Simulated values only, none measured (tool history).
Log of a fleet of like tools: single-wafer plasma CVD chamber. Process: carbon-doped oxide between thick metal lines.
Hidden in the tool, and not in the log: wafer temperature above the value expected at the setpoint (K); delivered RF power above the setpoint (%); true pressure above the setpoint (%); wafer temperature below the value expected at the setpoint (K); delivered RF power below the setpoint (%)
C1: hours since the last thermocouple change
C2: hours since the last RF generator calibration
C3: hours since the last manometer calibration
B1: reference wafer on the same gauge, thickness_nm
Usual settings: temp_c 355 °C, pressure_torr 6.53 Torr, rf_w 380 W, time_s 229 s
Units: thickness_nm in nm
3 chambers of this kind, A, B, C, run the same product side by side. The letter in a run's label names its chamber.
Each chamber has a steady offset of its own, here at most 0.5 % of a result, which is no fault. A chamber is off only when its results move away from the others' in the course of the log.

Run 1B, hour 6.3: usual settings; C1 319.3; C2 1094.2; C3 421.4; B1 838.09. Result: thickness_nm 968.96 nm.
Run 2C, hour 14.9: usual settings; C1 872.3; C2 1702.3; C3 191.8; B1 837.75. Result: thickness_nm 971.43 nm.
Run 3A, hour 24.8: usual settings; C1 1155.2; C2 377.6; C3 70.4; B1 837.51. Result: thickness_nm 971.40 nm.
Run 4A, hour 36.4: usual settings; C1 1166.8; C2 389.2; C3 82.0; B1 837.35. Result: thickness_nm 972.24 nm.
Run 5B, hour 45.4: usual settings; C1 358.4; C2 1133.3; C3 460.5; B1 837.61. Result: thickness_nm 969.54 nm.
Run 6C, hour 57.2: usual settings but rf_w 425 W; C1 914.6; C2 1744.6; C3 234.1; B1 837.10. Result: thickness_nm 1054.50 nm.
Run 7A, hour 64.0: usual settings but rf_w 425 W; C1 1194.4; C2 416.8; C3 109.6; B1 837.26. Result: thickness_nm 1055.90 nm.
Run 8B, hour 69.9: usual settings but rf_w 425 W; C1 382.9; C2 1157.8; C3 485.0; B1 837.39. Result: thickness_nm 1053.80 nm.
Run 9C, hour 81.1: usual settings; C1 938.5; C2 1768.5; C3 258.0; B1 837.18. Result: thickness_nm 969.50 nm.
Run 10B, hour 93.7: usual settings but rf_w 455 W; C1 406.7; C2 1181.6; C3 508.8; B1 836.96. Result: thickness_nm 1105.30 nm.
Run 11A, hour 105.0: usual settings but rf_w 455 W; C1 1235.4; C2 457.8; C3 150.6; B1 836.85. Result: thickness_nm 1109.30 nm.
Run 12C, hour 112.9: usual settings but rf_w 455 W; C1 970.3; C2 1800.3; C3 289.8; B1 836.87. Result: thickness_nm 1105.40 nm.
Run 13A, hour 120.7: usual settings; C1 1251.1; C2 473.5; C3 166.3; B1 836.59. Result: thickness_nm 970.80 nm.
Run 14C, hour 133.4: usual settings; C1 990.8; C2 1820.8; C3 310.3; B1 836.47. Result: thickness_nm 971.36 nm.
Run 15B, hour 146.0: usual settings but temp_c 367 °C, rf_w 415 W; C1 459.0; C2 1233.9; C3 561.1; B1 836.10. Result: thickness_nm 1004.80 nm.
Run 16B, hour 157.3: usual settings but temp_c 367 °C, rf_w 415 W; C1 470.3; C2 1245.2; C3 572.4; B1 836.21. Result: thickness_nm 1004.80 nm.
Run 17C, hour 167.7: usual settings but temp_c 367 °C, rf_w 415 W; C1 1025.1; C2 1855.1; C3 344.6; B1 836.02. Result: thickness_nm 1004.90 nm.
Run 18A, hour 174.3: usual settings; C1 1304.7; C2 527.1; C3 219.9; B1 836.31. Result: thickness_nm 968.46 nm.
Run 19C, hour 179.9: usual settings; C1 1037.3; C2 1867.3; C3 356.8; B1 835.83. Result: thickness_nm 968.64 nm.
Run 20B, hour 187.5: usual settings; C1 500.5; C2 1275.4; C3 602.6; B1 835.81. Result: thickness_nm 970.83 nm.
Run 21A, hour 199.4: usual settings; C1 1329.8; C2 552.2; C3 245.0; B1 835.77. Result: thickness_nm 970.20 nm.
Run 22C, hour 209.5: usual settings; C1 1066.9; C2 1896.9; C3 386.4; B1 835.75. Result: thickness_nm 967.92 nm.
Run 23B, hour 221.4: usual settings but temp_c 348 °C, rf_w 330 W; C1 534.4; C2 1309.3; C3 636.5; B1 835.56. Result: thickness_nm 886.77 nm.
Run 24A, hour 229.9: usual settings but temp_c 348 °C, rf_w 330 W; C1 1360.3; C2 582.7; C3 275.5; B1 835.49. Result: thickness_nm 882.74 nm.
Run 25C, hour 241.3: usual settings but temp_c 348 °C, rf_w 330 W; C1 1098.7; C2 1928.7; C3 418.2; B1 835.17. Result: thickness_nm 886.27 nm.
Run 26B, hour 251.0: usual settings; C1 564.0; C2 1338.9; C3 666.1; B1 834.94. Result: thickness_nm 970.03 nm.
Run 27A, hour 260.9: usual settings but temp_c 364 °C, pressure_torr 5.99 Torr; C1 1391.3; C2 613.7; C3 306.5; B1 834.86. Result: thickness_nm 939.86 nm.
Run 28A, hour 271.8: usual settings but temp_c 364 °C, pressure_torr 5.99 Torr; C1 1402.2; C2 624.6; C3 317.4; B1 834.76. Result: thickness_nm 937.51 nm.
Run 29C, hour 279.1: usual settings but temp_c 364 °C, pressure_torr 5.99 Torr; C1 1136.5; C2 1966.5; C3 456.0; B1 834.69. Result: thickness_nm 936.26 nm.
At hour 286.2: chamber B: RF generator calibrated.
Run 30B, hour 287.8: usual settings but temp_c 364 °C; C1 600.8; C2 1.7; C3 702.9; B1 834.81. Result: thickness_nm 946.95 nm.
Run 31C, hour 296.2: usual settings but temp_c 364 °C; C1 1153.6; C2 1983.6; C3 473.1; B1 834.58. Result: thickness_nm 946.74 nm.
Run 32B, hour 304.0: usual settings but temp_c 364 °C; C1 617.0; C2 17.9; C3 719.1; B1 834.44. Result: thickness_nm 948.51 nm.
Run 33A, hour 315.8: usual settings; C1 1446.2; C2 668.6; C3 361.4; B1 834.27. Result: thickness_nm 967.31 nm.
Run 34C, hour 324.3: usual settings; C1 1181.7; C2 2011.7; C3 501.2; B1 834.13. Result: thickness_nm 965.89 nm.
Run 35A, hour 332.2: usual settings but pressure_torr 7.33 Torr; C1 1462.6; C2 685.0; C3 377.8; B1 834.30. Result: thickness_nm 975.37 nm.
Run 36B, hour 343.3: usual settings but pressure_torr 7.33 Torr; C1 656.3; C2 57.2; C3 758.4; B1 834.02. Result: thickness_nm 975.75 nm.
Run 37B, hour 354.1: usual settings but pressure_torr 7.33 Torr; C1 667.1; C2 68.0; C3 769.2; B1 834.04. Result: thickness_nm 973.01 nm.
Run 38A, hour 365.8: usual settings but temp_c 344 °C, time_s 194 s; C1 1496.2; C2 718.6; C3 411.4; B1 834.11. Result: thickness_nm 841.57 nm.
Run 39C, hour 376.8: usual settings but temp_c 344 °C, time_s 194 s; C1 1234.2; C2 2064.2; C3 553.7; B1 833.68. Result: thickness_nm 842.52 nm.

All 3 chambers run these settings next. Forecast each chamber's results:
Run 40A, hour 386.0: usual settings but time_s 210 s. Result: thickness_nm ?.
Run 40B, hour 386.0: usual settings but time_s 210 s. Result: thickness_nm ?.
Run 40C, hour 386.0: usual settings but time_s 210 s. Result: thickness_nm ?.

run  thickness_nm
40A        885.89
40B        887.10
40C        886.04
